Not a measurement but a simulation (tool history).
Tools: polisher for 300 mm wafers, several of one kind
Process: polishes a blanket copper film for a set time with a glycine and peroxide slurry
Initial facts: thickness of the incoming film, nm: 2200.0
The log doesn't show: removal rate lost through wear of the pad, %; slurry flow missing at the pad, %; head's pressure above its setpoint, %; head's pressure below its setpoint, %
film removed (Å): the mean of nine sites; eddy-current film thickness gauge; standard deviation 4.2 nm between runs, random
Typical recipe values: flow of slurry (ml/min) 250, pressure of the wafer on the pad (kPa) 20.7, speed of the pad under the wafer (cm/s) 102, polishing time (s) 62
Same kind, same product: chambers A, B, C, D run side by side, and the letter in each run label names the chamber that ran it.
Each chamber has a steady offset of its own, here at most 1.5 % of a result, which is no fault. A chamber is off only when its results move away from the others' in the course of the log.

run   hour  flow of slurry (ml/min)  pressure of the wafer on the pad (kPa)  speed of the pad under the wafer (cm/s)  polishing time (s)  wafers polished on this pad  hours since the slurry nozzle was cleaned  hours since the head pressure was calibrated  film removed (Å)
 1A    8.2                      250                                    20.7                                      102                  62                          849                                        167                                         869.4              2966
 2D   17.9                      250                                    20.7                                      102                  62                          913                                      208.1                                         529.1            2898.1
 3C   27.4                      250                                    20.7                                      102                  62                          393                                       36.8                                         265.3            2899.6
 4B   34.6                      250                                    20.7                                      102                  62                          768                                      141.5                                          93.1            2898.4
      39.9  -- chamber A: worn pad replaced by a new one
      42.1  -- chamber D: slurry nozzle cleaned
      47.3  -- chamber C: worn pad replaced by a new one
 5D   48.3                      250                                    20.7                                      102                  42                         1195                                        6.3                                         559.5            1960.1
 6B   57.1                      250                                    20.7                                      102                  42                          977                                        164                                         115.6            2000.9
      58.3  -- chamber D: worn pad replaced by a new one
      61.4  -- chamber B: worn pad replaced by a new one
 7C   69.1                      250                                    20.7                                      102                  42                          203                                       78.5                                           307            1936.8
 8A   77.7                      250                                    20.7                                      102                  42                          351                                      236.5                                         938.9            2024.3
 9C   87.4                      250                                    20.7                                      102                  62                          373                                       96.8                                         325.3            2941.5
10B   97.6                      250                                    20.7                                      102                  62                          337                                      204.5                                         156.1            2896.4
11A  108.2                      250                                    20.7                                      102                  62                          635                                        267                                         969.4            2876.5
12D  119.7                      250                                    20.7                                      102                  62                          571                                       77.7                                         630.9            2914.3
     121.4  -- chamber C: worn pad replaced by a new one
     122.9  -- chamber A: slurry nozzle cleaned
13B    126                      250                                    20.7                                      102                  62                          601                                      232.9                                         184.5            2999.7
     135.7  -- chamber A: head pressure recalibrated
14D  136.6                      250                                    20.7                                      102                  62                          728                                       94.6                                         647.8            2873.7
15C  143.4                      250                                    20.7                                      102                  62                          204                                      152.8                                         381.3            2985.1
16A  151.6                      250                                    20.7                                      102                  62                         1038                                       28.8                                          15.9            3104.2
     163.7  -- chamber B: worn pad replaced by a new one
17C  164.4                      250                                    20.7                                      102                  62                          400                                      173.8                                         402.3              2940
18B  176.3                      250                                    20.7                                      134                  62                          117                                      283.2                                         234.8            3701.5
     183.5  -- chamber D: worn pad replaced by a new one
     185.8  -- chamber C: worn pad replaced by a new one
     186.2  -- chamber A: worn pad replaced by a new one
19D  187.7                      250                                    20.7                                      134                  62                           39                                      145.7                                         698.9            3611.1
       191  -- chamber B: slurry nozzle cleaned
20A  201.6                      250                                    20.7                                      134                  62                          143                                       78.8                                          65.9            3776.5
21C  213.4                      250                                    20.7                                      134                  62                          256                                      222.8                                         451.3              3633
     215.3  -- chamber C: slurry nozzle cleaned
22B  226.3                      250                                    20.7                                      102                  62                          582                                       35.3                                         284.8            2858.3
23A  239.8                      250                                    20.7                                      102                  62                          498                                        117                                         104.1            3016.2
24D  248.3                      250                                    15.9                                      102                  44                          602                                      206.3                                         759.5            1563.8
     261.8  -- chamber C: worn pad replaced by a new one
25C  261.8                      250                                    15.9                                      102                  44                            0                                       46.5                                         499.7            1678.5

Decide between three cases: one chamber stands off from its peers, the gauge reading all wafers drifts, or nothing is wrong past each chamber's small offset. Where a chamber is off, say which and what most likely put it there.

Chamber D drifts away from the others.
What lies behind it: head's pressure below its setpoint, % = 9.24.
From this log alone, it may not be told apart from: slurry flow missing at the pad, %.

Here are 4 candidates for chamber D's next run, each the usual settings with a change, their results left as question marks. Which one brings its results back in line with what the others give on the usual settings?
In line means no further than this from the other chambers' mean on the usual settings: film removed (Å) 140
26D-1  272.1                      250                                    20.7                                      102                  56                                                                                                                                       ?
26D-2  272.1                      250                                    21.4                                      106                  65                                                                                                                                       ?
26D-3  272.1                      250                                    18.6                                      102                  55                                                                                                                                       ?
26D-4  272.1                      250                                    22.1                                      108                  67                                                                                                                                       ?

What the other chambers average on the usual settings: film removed (Å) 2964.9
  run  film removed (Å)
26D-1            2421.8
26D-2              2980
26D-3            2185.4
26D-4            3202.5
The right change is 26D-2: it brings the chamber back within the allowed miss of the others.

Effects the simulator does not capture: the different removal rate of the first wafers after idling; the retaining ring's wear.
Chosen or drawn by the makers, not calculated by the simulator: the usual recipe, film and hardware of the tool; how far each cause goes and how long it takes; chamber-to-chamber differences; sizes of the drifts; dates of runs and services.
